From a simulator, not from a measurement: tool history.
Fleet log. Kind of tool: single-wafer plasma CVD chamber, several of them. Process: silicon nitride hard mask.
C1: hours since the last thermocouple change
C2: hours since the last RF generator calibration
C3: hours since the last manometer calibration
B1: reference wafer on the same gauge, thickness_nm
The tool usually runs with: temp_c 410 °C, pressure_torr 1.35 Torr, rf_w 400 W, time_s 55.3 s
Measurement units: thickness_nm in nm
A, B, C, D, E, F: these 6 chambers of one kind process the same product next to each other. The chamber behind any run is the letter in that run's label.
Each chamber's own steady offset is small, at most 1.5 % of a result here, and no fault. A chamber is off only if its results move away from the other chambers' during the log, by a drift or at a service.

run 1F day=0.554 | temp_c=410 pressure_torr=1.35 rf_w=400 time_s=55.3 | C1=1092.3 C2=640.3 C3=741.7 | B1=66.689 | thickness_nm=72.665
run 2B day=0.917 | temp_c=410 pressure_torr=1.35 rf_w=400 time_s=55.3 | C1=2274.9 C2=1448.9 C3=2090.1 | B1=66.718 | thickness_nm=72.460
run 3D day=1.412 | temp_c=410 pressure_torr=1.35 rf_w=400 time_s=55.3 | C1=1512.2 C2=316.4 C3=242.8 | B1=66.716 | thickness_nm=72.171
run 4C day=1.900 | temp_c=410 pressure_torr=1.35 rf_w=400 time_s=55.3 | C1=176.1 C2=1053.1 C3=2802.5 | B1=66.677 | thickness_nm=72.018
-- day=2.042 chamber B: thermocouple changed; heater temperature recalibrated
run 5A day=2.292 | temp_c=410 pressure_torr=1.35 rf_w=400 time_s=55.3 | C1=650.9 C2=436.5 C3=582.9 | B1=66.649 | thickness_nm=73.183
run 6E day=2.758 | temp_c=410 pressure_torr=1.35 rf_w=400 time_s=55.3 | C1=1413.5 C2=885.1 C3=489.3 | B1=66.677 | thickness_nm=73.516
run 7A day=3.096 | temp_c=410 pressure_torr=1.35 rf_w=400 time_s=55.3 | C1=670.2 C2=455.8 C3=602.2 | B1=66.687 | thickness_nm=72.953
run 8B day=3.762 | temp_c=417 pressure_torr=1.35 rf_w=400 time_s=55.3 | C1=41.4 C2=1517.2 C3=2158.4 | B1=66.718 | thickness_nm=71.894
run 9C day=4.392 | temp_c=417 pressure_torr=1.35 rf_w=400 time_s=55.3 | C1=235.9 C2=1112.9 C3=2862.3 | B1=66.708 | thickness_nm=71.501
run 10E day=4.983 | temp_c=417 pressure_torr=1.35 rf_w=400 time_s=55.3 | C1=1466.9 C2=938.5 C3=542.7 | B1=66.683 | thickness_nm=72.891
-- day=5.012 chamber C: capacitance manometer re-zeroed and calibrated
run 11F day=5.321 | temp_c=417 pressure_torr=1.35 rf_w=400 time_s=55.3 | C1=1206.7 C2=754.7 C3=856.1 | B1=66.674 | thickness_nm=71.557
run 12D day=5.688 | temp_c=417 pressure_torr=1.35 rf_w=400 time_s=55.3 | C1=1614.8 C2=419.0 C3=345.4 | B1=66.683 | thickness_nm=71.763
run 13B day=6.175 | temp_c=417 pressure_torr=1.35 rf_w=400 time_s=55.3 | C1=99.3 C2=1575.1 C3=2216.3 | B1=66.617 | thickness_nm=72.274
run 14A day=6.533 | temp_c=410 pressure_torr=1.67 rf_w=400 time_s=55.3 | C1=752.7 C2=538.3 C3=684.7 | B1=66.728 | thickness_nm=77.400
run 15E day=6.875 | temp_c=410 pressure_torr=1.67 rf_w=400 time_s=55.3 | C1=1512.3 C2=983.9 C3=588.1 | B1=66.711 | thickness_nm=77.892
run 16D day=7.546 | temp_c=410 pressure_torr=1.67 rf_w=400 time_s=55.3 | C1=1659.4 C2=463.6 C3=390.0 | B1=66.673 | thickness_nm=76.731
run 17F day=7.879 | temp_c=410 pressure_torr=1.67 rf_w=400 time_s=55.3 | C1=1268.1 C2=816.1 C3=917.5 | B1=66.695 | thickness_nm=76.556
run 18C day=8.446 | temp_c=410 pressure_torr=1.67 rf_w=400 time_s=55.3 | C1=333.2 C2=1210.2 C3=82.5 | B1=66.713 | thickness_nm=76.636
run 19D day=8.979 | temp_c=410 pressure_torr=1.67 rf_w=400 time_s=55.3 | C1=1693.8 C2=498.0 C3=424.4 | B1=66.731 | thickness_nm=76.915
run 20F day=9.446 | temp_c=398 pressure_torr=1.10 rf_w=400 time_s=55.3 | C1=1305.7 C2=853.7 C3=955.1 | B1=66.683 | thickness_nm=67.047
run 21A day=9.833 | temp_c=398 pressure_torr=1.10 rf_w=400 time_s=55.3 | C1=831.9 C2=617.5 C3=763.9 | B1=66.641 | thickness_nm=68.811
-- day=10.204 chamber A: thermocouple changed; heater temperature recalibrated
run 22E day=10.425 | temp_c=398 pressure_torr=1.10 rf_w=400 time_s=55.3 | C1=1597.5 C2=1069.1 C3=673.3 | B1=66.684 | thickness_nm=69.108
run 23B day=10.979 | temp_c=398 pressure_torr=1.10 rf_w=400 time_s=55.3 | C1=214.6 C2=1690.4 C3=2331.6 | B1=66.674 | thickness_nm=67.863
-- day=11.058 chamber F: thermocouple changed; heater temperature recalibrated
run 24C day=11.321 | temp_c=398 pressure_torr=1.10 rf_w=400 time_s=55.3 | C1=402.2 C2=1279.2 C3=151.5 | B1=66.748 | thickness_nm=68.060
run 25D day=11.958 | temp_c=398 pressure_torr=1.10 rf_w=400 time_s=55.3 | C1=1765.3 C2=569.5 C3=495.9 | B1=66.647 | thickness_nm=67.654
run 26C day=12.321 | temp_c=410 pressure_torr=1.35 rf_w=400 time_s=55.3 | C1=426.2 C2=1303.2 C3=175.5 | B1=66.707 | thickness_nm=71.956
run 27E day=12.783 | temp_c=410 pressure_torr=1.35 rf_w=400 time_s=55.3 | C1=1654.1 C2=1125.7 C3=729.9 | B1=66.691 | thickness_nm=73.001
run 28B day=13.092 | temp_c=410 pressure_torr=1.35 rf_w=400 time_s=55.3 | C1=265.3 C2=1741.1 C3=2382.3 | B1=66.687 | thickness_nm=72.426
run 29F day=13.396 | temp_c=410 pressure_torr=1.35 rf_w=400 time_s=55.3 | C1=56.2 C2=948.5 C3=1049.9 | B1=66.692 | thickness_nm=71.441
run 30A day=13.742 | temp_c=410 pressure_torr=1.35 rf_w=400 time_s=55.3 | C1=84.9 C2=711.3 C3=857.7 | B1=66.676 | thickness_nm=72.755
run 31D day=14.138 | temp_c=410 pressure_torr=1.35 rf_w=400 time_s=55.3 | C1=1817.6 C2=621.8 C3=548.2 | B1=66.681 | thickness_nm=71.705
run 32F day=14.754 | temp_c=410 pressure_torr=1.35 rf_w=400 time_s=55.3 | C1=88.8 C2=981.1 C3=1082.5 | B1=66.698 | thickness_nm=70.884
-- day=15.158 chamber A: capacitance manometer re-zeroed and calibrated
run 33B day=15.267 | temp_c=418 pressure_torr=1.19 rf_w=400 time_s=55.3 | C1=317.5 C2=1793.3 C3=2434.5 | B1=66.728 | thickness_nm=68.982
run 34E day=15.938 | temp_c=418 pressure_torr=1.19 rf_w=400 time_s=55.3 | C1=1729.8 C2=1201.4 C3=805.6 | B1=66.676 | thickness_nm=69.834
run 35C day=16.488 | temp_c=418 pressure_torr=1.19 rf_w=400 time_s=55.3 | C1=526.2 C2=1403.2 C3=275.5 | B1=66.718 | thickness_nm=69.180
run 36A day=16.821 | temp_c=418 pressure_torr=1.19 rf_w=400 time_s=55.3 | C1=158.8 C2=785.2 C3=40.0 | B1=66.711 | thickness_nm=70.202
run 37E day=17.450 | temp_c=418 pressure_torr=1.19 rf_w=400 time_s=55.3 | C1=1766.1 C2=1237.7 C3=841.9 | B1=66.666 | thickness_nm=69.998
run 38F day=18.071 | temp_c=418 pressure_torr=1.19 rf_w=400 time_s=55.3 | C1=168.4 C2=1060.7 C3=1162.1 | B1=66.715 | thickness_nm=67.877

Is one chamber off against the others, does the gauge drift, or is nothing wrong? If a chamber is off, say which, and what the likeliest cause is.

Chamber F drifts away from the others.
Likeliest cause: delivered RF power below the setpoint (%) = 4.06.
With only this log, it may be confused with: true pressure below the setpoint (%).

Which of the 4 candidates below, each the usual settings with something changed and its results left as question marks, puts chamber F back in line with what the other chambers give on the usual settings?
In line here means within this much of the mean the other chambers give on the usual settings: thickness_nm 0.720 nm
run 39F-1 day=18.550 | temp_c=410 pressure_torr=1.36 rf_w=405 time_s=56.2 | thickness_nm=?
run 39F-2 day=18.550 | temp_c=410 pressure_torr=1.35 rf_w=400 time_s=52.9 | thickness_nm=?
run 39F-3 day=18.550 | temp_c=410 pressure_torr=1.37 rf_w=405 time_s=56.9 | thickness_nm=?
run 39F-4 day=18.550 | temp_c=410 pressure_torr=1.34 rf_w=395 time_s=54.4 | thickness_nm=?

The mean the other chambers reach with the usual settings: thickness_nm 72.419 nm
run=39F-1 thickness_nm=72.323
run=39F-2 thickness_nm=67.398
run=39F-3 thickness_nm=73.386
run=39F-4 thickness_nm=68.600
39F-1 brings the chamber back in line.
